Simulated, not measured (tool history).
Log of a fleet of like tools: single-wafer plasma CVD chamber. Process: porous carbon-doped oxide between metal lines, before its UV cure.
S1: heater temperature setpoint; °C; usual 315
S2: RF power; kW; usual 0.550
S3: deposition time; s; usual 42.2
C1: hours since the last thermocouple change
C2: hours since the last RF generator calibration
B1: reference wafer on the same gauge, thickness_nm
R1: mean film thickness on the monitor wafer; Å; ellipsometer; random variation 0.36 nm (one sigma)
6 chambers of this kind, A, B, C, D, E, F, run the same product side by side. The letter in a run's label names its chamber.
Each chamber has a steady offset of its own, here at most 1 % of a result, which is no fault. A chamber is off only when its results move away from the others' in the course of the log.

{"run": "1B", "day": 0.092, "S1": 315, "S2": 0.55, "S3": 42.2, "C1": 173.3, "C2": 951.9, "B1": 177.92, "R1": 2219.2}
{"day": 0.108, "done": "chamber C: thermocouple changed; heater temperature recalibrated"}
{"run": "2E", "day": 0.175, "S1": 315, "S2": 0.55, "S3": 42.2, "C1": 1389.0, "C2": 200.2, "B1": 177.92, "R1": 2197.4}
{"run": "3D", "day": 0.342, "S1": 315, "S2": 0.55, "S3": 42.2, "C1": 249.2, "C2": 959.9, "B1": 177.94, "R1": 2213.3}
{"run": "4F", "day": 0.496, "S1": 315, "S2": 0.55, "S3": 42.2, "C1": 1911.4, "C2": 337.3, "B1": 177.83, "R1": 2202.5}
{"run": "5A", "day": 0.65, "S1": 315, "S2": 0.55, "S3": 42.2, "C1": 1837.0, "C2": 359.0, "B1": 177.83, "R1": 2209.2}
{"run": "6C", "day": 0.767, "S1": 315, "S2": 0.55, "S3": 42.2, "C1": 15.9, "C2": 1323.8, "B1": 177.82, "R1": 2228.7}
{"run": "7B", "day": 0.867, "S1": 315, "S2": 0.55, "S3": 46.8, "C1": 191.9, "C2": 970.5, "B1": 177.78, "R1": 2456.3}
{"run": "8A", "day": 0.983, "S1": 315, "S2": 0.55, "S3": 46.8, "C1": 1845.0, "C2": 367.0, "B1": 177.77, "R1": 2435.1}
{"run": "9D", "day": 1.1, "S1": 315, "S2": 0.55, "S3": 46.8, "C1": 267.4, "C2": 978.1, "B1": 177.81, "R1": 2457.9}
{"run": "10C", "day": 1.258, "S1": 315, "S2": 0.55, "S3": 46.8, "C1": 27.7, "C2": 1335.6, "B1": 177.59, "R1": 2460.4}
{"run": "11E", "day": 1.342, "S1": 315, "S2": 0.55, "S3": 46.8, "C1": 1417.0, "C2": 228.2, "B1": 177.58, "R1": 2428.5}
{"run": "12F", "day": 1.429, "S1": 315, "S2": 0.55, "S3": 46.8, "C1": 1933.8, "C2": 359.7, "B1": 177.68, "R1": 2430.7}
{"run": "13C", "day": 1.567, "S1": 315, "S2": 0.55, "S3": 42.2, "C1": 35.1, "C2": 1343.0, "B1": 177.51, "R1": 2224.5}
{"run": "14E", "day": 1.675, "S1": 315, "S2": 0.55, "S3": 42.2, "C1": 1425.0, "C2": 236.2, "B1": 177.56, "R1": 2191.8}
{"run": "15D", "day": 1.779, "S1": 315, "S2": 0.55, "S3": 42.2, "C1": 283.7, "C2": 994.4, "B1": 177.56, "R1": 2212.5}
{"run": "16A", "day": 1.962, "S1": 315, "S2": 0.55, "S3": 42.2, "C1": 1868.5, "C2": 390.5, "B1": 177.53, "R1": 2203.9}
{"run": "17F", "day": 2.088, "S1": 315, "S2": 0.55, "S3": 42.2, "C1": 1949.6, "C2": 375.5, "B1": 177.43, "R1": 2195.9}
{"run": "18B", "day": 2.258, "S1": 315, "S2": 0.55, "S3": 42.2, "C1": 225.3, "C2": 1003.9, "B1": 177.45, "R1": 2214.3}
{"run": "19A", "day": 2.367, "S1": 315, "S2": 0.55, "S3": 42.2, "C1": 1878.2, "C2": 400.2, "B1": 177.37, "R1": 2194.1}
{"run": "20B", "day": 2.488, "S1": 315, "S2": 0.45, "S3": 42.2, "C1": 230.8, "C2": 1009.4, "B1": 177.4, "R1": 1939.5}
{"run": "21D", "day": 2.588, "S1": 315, "S2": 0.45, "S3": 42.2, "C1": 303.1, "C2": 1013.8, "B1": 177.35, "R1": 1932.8}
{"run": "22F", "day": 2.746, "S1": 315, "S2": 0.45, "S3": 42.2, "C1": 1965.4, "C2": 391.3, "B1": 177.31, "R1": 1918.8}
{"run": "23E", "day": 2.833, "S1": 315, "S2": 0.45, "S3": 42.2, "C1": 1452.8, "C2": 264.0, "B1": 177.26, "R1": 1919.3}
{"run": "24C", "day": 2.958, "S1": 315, "S2": 0.45, "S3": 42.2, "C1": 68.5, "C2": 1376.4, "B1": 177.24, "R1": 1932.1}
{"run": "25D", "day": 3.104, "S1": 315, "S2": 0.45, "S3": 42.2, "C1": 315.5, "C2": 1026.2, "B1": 177.21, "R1": 1921.9}
{"run": "26E", "day": 3.229, "S1": 315, "S2": 0.55, "S3": 42.2, "C1": 1462.3, "C2": 273.5, "B1": 177.17, "R1": 2194.9}
{"run": "27C", "day": 3.338, "S1": 315, "S2": 0.55, "S3": 42.2, "C1": 77.6, "C2": 1385.5, "B1": 177.14, "R1": 2227.0}
{"run": "28A", "day": 3.517, "S1": 315, "S2": 0.55, "S3": 42.2, "C1": 1905.8, "C2": 427.8, "B1": 177.08, "R1": 2201.7}
{"run": "29B", "day": 3.65, "S1": 315, "S2": 0.55, "S3": 42.2, "C1": 258.7, "C2": 1037.3, "B1": 177.12, "R1": 2214.1}
{"run": "30F", "day": 3.742, "S1": 315, "S2": 0.55, "S3": 42.2, "C1": 1989.3, "C2": 415.2, "B1": 177.0, "R1": 2192.7}
{"run": "31A", "day": 3.883, "S1": 315, "S2": 0.55, "S3": 42.2, "C1": 1914.6, "C2": 436.6, "B1": 177.01, "R1": 2197.1}
{"run": "32E", "day": 3.962, "S1": 315, "S2": 0.55, "S3": 42.2, "C1": 1479.9, "C2": 291.1, "B1": 176.95, "R1": 2186.1}
{"run": "33C", "day": 4.046, "S1": 315, "S2": 0.55, "S3": 42.2, "C1": 94.6, "C2": 1402.5, "B1": 176.93, "R1": 2214.2}
{"run": "34B", "day": 4.188, "S1": 315, "S2": 0.55, "S3": 42.2, "C1": 271.6, "C2": 1050.2, "B1": 176.87, "R1": 2204.8}
{"run": "35D", "day": 4.312, "S1": 305, "S2": 0.49, "S3": 42.2, "C1": 344.5, "C2": 1055.2, "B1": 176.88, "R1": 2153.4}
{"run": "36F", "day": 4.429, "S1": 305, "S2": 0.49, "S3": 42.2, "C1": 2005.8, "C2": 431.7, "B1": 176.86, "R1": 2133.6}

Next, every chamber runs the same settings. What will each give?
{"run": "37A", "day": 4.562, "S1": 315, "S2": 0.55, "S3": 42.2, "R1": "?"}
{"run": "37B", "day": 4.562, "S1": 315, "S2": 0.55, "S3": 42.2, "R1": "?"}
{"run": "37C", "day": 4.562, "S1": 315, "S2": 0.55, "S3": 42.2, "R1": "?"}
{"run": "37D", "day": 4.562, "S1": 315, "S2": 0.55, "S3": 42.2, "R1": "?"}
{"run": "37E", "day": 4.562, "S1": 315, "S2": 0.55, "S3": 42.2, "R1": "?"}
{"run": "37F", "day": 4.562, "S1": 315, "S2": 0.55, "S3": 42.2, "R1": "?"}

run=37A R1=2189.6
run=37B R1=2208.4
run=37C R1=2211.2
run=37D R1=2207.8
run=37E R1=2186.1
run=37F R1=2191.4
